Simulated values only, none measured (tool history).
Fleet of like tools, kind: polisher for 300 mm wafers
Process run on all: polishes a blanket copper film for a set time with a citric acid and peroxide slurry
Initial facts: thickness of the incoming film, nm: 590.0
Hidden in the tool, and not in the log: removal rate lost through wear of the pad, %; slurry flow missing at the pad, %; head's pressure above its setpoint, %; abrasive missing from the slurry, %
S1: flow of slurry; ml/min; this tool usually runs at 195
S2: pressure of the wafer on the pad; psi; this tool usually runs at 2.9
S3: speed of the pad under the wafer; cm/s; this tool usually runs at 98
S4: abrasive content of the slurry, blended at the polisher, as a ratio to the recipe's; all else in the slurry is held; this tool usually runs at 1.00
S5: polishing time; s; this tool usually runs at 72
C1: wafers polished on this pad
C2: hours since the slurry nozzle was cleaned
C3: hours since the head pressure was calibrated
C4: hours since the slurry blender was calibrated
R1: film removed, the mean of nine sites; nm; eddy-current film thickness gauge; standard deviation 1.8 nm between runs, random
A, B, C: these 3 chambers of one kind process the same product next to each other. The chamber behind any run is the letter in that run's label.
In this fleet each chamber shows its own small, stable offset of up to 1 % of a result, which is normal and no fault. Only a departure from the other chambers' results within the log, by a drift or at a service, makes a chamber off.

Run 1B, hour 3.4: usual settings; C1 693; C2 436.8; C3 66.1; C4 20.8. Result: R1 146.35 nm.
At hour 3.5: chamber C: worn pad replaced by a new one.
At hour 3.6: chamber A: worn pad replaced by a new one.
Run 2C, hour 6.5: usual settings; C1 23; C2 322.1; C3 23.9; C4 42.2. Result: R1 143.89 nm.
Run 3A, hour 9.9: usual settings; C1 48; C2 513.5; C3 403.7; C4 191.3. Result: R1 146.93 nm.
Run 4C, hour 12.7: usual settings; C1 70; C2 328.3; C3 30.1; C4 48.4. Result: R1 145.61 nm.
Run 5A, hour 17.8: usual settings; C1 108; C2 521.4; C3 411.6; C4 199.2. Result: R1 147.03 nm.
At hour 19.8: chamber B: worn pad replaced by a new one.
Run 6B, hour 20.9: usual settings; C1 9; C2 454.3; C3 83.6; C4 38.3. Result: R1 148.67 nm.
Run 7C, hour 25.7: usual settings; C1 169; C2 341.3; C3 43.1; C4 61.4. Result: R1 148.77 nm.
At hour 28.4: chamber C: slurry nozzle cleaned.
Run 8B, hour 30.6: usual settings; C1 83; C2 464.0; C3 93.3; C4 48.0. Result: R1 147.29 nm.
Run 9A, hour 35.5: usual settings; C1 243; C2 539.1; C3 429.3; C4 216.9. Result: R1 144.78 nm.
Run 10C, hour 39.5: usual settings; C1 274; C2 11.2; C3 56.9; C4 75.2. Result: R1 146.29 nm.
At hour 43.5: chamber A: slurry blender recalibrated.
Run 11B, hour 43.5: usual settings but S2 2.2 psi, S5 96 s; C1 181; C2 476.9; C3 106.2; C4 60.9. Result: R1 146.00 nm.
Run 12A, hour 47.2: usual settings but S2 2.2 psi, S5 96 s; C1 332; C2 550.8; C3 441.0; C4 3.8. Result: R1 149.79 nm.
Run 13A, hour 52.7: usual settings but S2 2.2 psi, S5 96 s; C1 374; C2 556.3; C3 446.5; C4 9.3. Result: R1 149.06 nm.
Run 14B, hour 55.8: usual settings; C1 275; C2 489.2; C3 118.5; C4 73.2. Result: R1 145.83 nm.
Run 15C, hour 59.1: usual settings; C1 424; C2 30.8; C3 76.5; C4 94.8. Result: R1 146.25 nm.
Run 16A, hour 62.5: usual settings but S1 230 ml/min, S4 1.25; C1 449; C2 566.1; C3 456.3; C4 19.1. Result: R1 156.71 nm.
At hour 63.6: chamber C: worn pad replaced by a new one.
Run 17B, hour 67.4: usual settings but S1 230 ml/min, S4 1.25; C1 363; C2 500.8; C3 130.1; C4 84.8. Result: R1 157.21 nm.
Run 18C, hour 73.1: usual settings but S1 230 ml/min, S4 1.25; C1 72; C2 44.8; C3 90.5; C4 108.8. Result: R1 156.76 nm.
Run 19B, hour 76.0: usual settings; C1 429; C2 509.4; C3 138.7; C4 93.4. Result: R1 148.09 nm.
Run 20A, hour 79.2: usual settings; C1 576; C2 582.8; C3 473.0; C4 35.8. Result: R1 140.67 nm.
Run 21C, hour 82.0: usual settings; C1 140; C2 53.7; C3 99.4; C4 117.7. Result: R1 145.24 nm.
Run 22A, hour 85.9: usual settings; C1 627; C2 589.5; C3 479.7; C4 42.5. Result: R1 144.26 nm.
Run 23C, hour 88.9: usual settings; C1 193; C2 60.6; C3 106.3; C4 124.6. Result: R1 149.51 nm.
Run 24B, hour 92.4: usual settings; C1 554; C2 525.8; C3 155.1; C4 109.8. Result: R1 146.95 nm.
Run 25C, hour 97.3: usual settings; C1 257; C2 69.0; C3 114.7; C4 133.0. Result: R1 145.50 nm.
Run 26A, hour 102.4: usual settings; C1 753; C2 606.0; C3 496.2; C4 59.0. Result: R1 145.14 nm.
At hour 106.5: chamber B: worn pad replaced by a new one.
Run 27B, hour 108.3: usual settings; C1 14; C2 541.7; C3 171.0; C4 125.7. Result: R1 147.86 nm.
Run 28A, hour 113.6: usual settings; C1 839; C2 617.2; C3 507.4; C4 70.2. Result: R1 148.23 nm.
Run 29B, hour 117.5: usual settings; C1 84; C2 550.9; C3 180.2; C4 134.9. Result: R1 144.20 nm.
Run 30C, hour 121.2: usual settings; C1 439; C2 92.9; C3 138.6; C4 156.9. Result: R1 149.75 nm.
Run 31B, hour 125.3: usual settings; C1 143; C2 558.7; C3 188.0; C4 142.7. Result: R1 148.08 nm.
Run 32C, hour 128.0: usual settings but S4 0.80, S5 58 s; C1 491; C2 99.7; C3 145.4; C4 163.7. Result: R1 116.09 nm.
Run 33A, hour 133.8: usual settings but S4 0.80, S5 58 s; C1 993; C2 637.4; C3 527.6; C4 90.4. Result: R1 112.05 nm.
Run 34B, hour 137.7: usual settings but S4 0.80, S5 58 s; C1 238; C2 571.1; C3 200.4; C4 155.1. Result: R1 113.42 nm.
At hour 140.0: chamber A: worn pad replaced by a new one.
Run 35A, hour 141.7: usual settings but S1 145 ml/min; C1 13; C2 645.3; C3 535.5; C4 98.3. Result: R1 139.71 nm.

Each of the 3 chambers runs these same settings next. Fill in every chamber's results:
Run 36A, hour 146.0: usual settings but S2 2.5 psi. Result: R1 ?.
Run 36B, hour 146.0: usual settings but S2 2.5 psi. Result: R1 ?.
Run 36C, hour 146.0: usual settings but S2 2.5 psi. Result: R1 ?.

run      R1
36A  128.49
36B  125.60
36C  123.80

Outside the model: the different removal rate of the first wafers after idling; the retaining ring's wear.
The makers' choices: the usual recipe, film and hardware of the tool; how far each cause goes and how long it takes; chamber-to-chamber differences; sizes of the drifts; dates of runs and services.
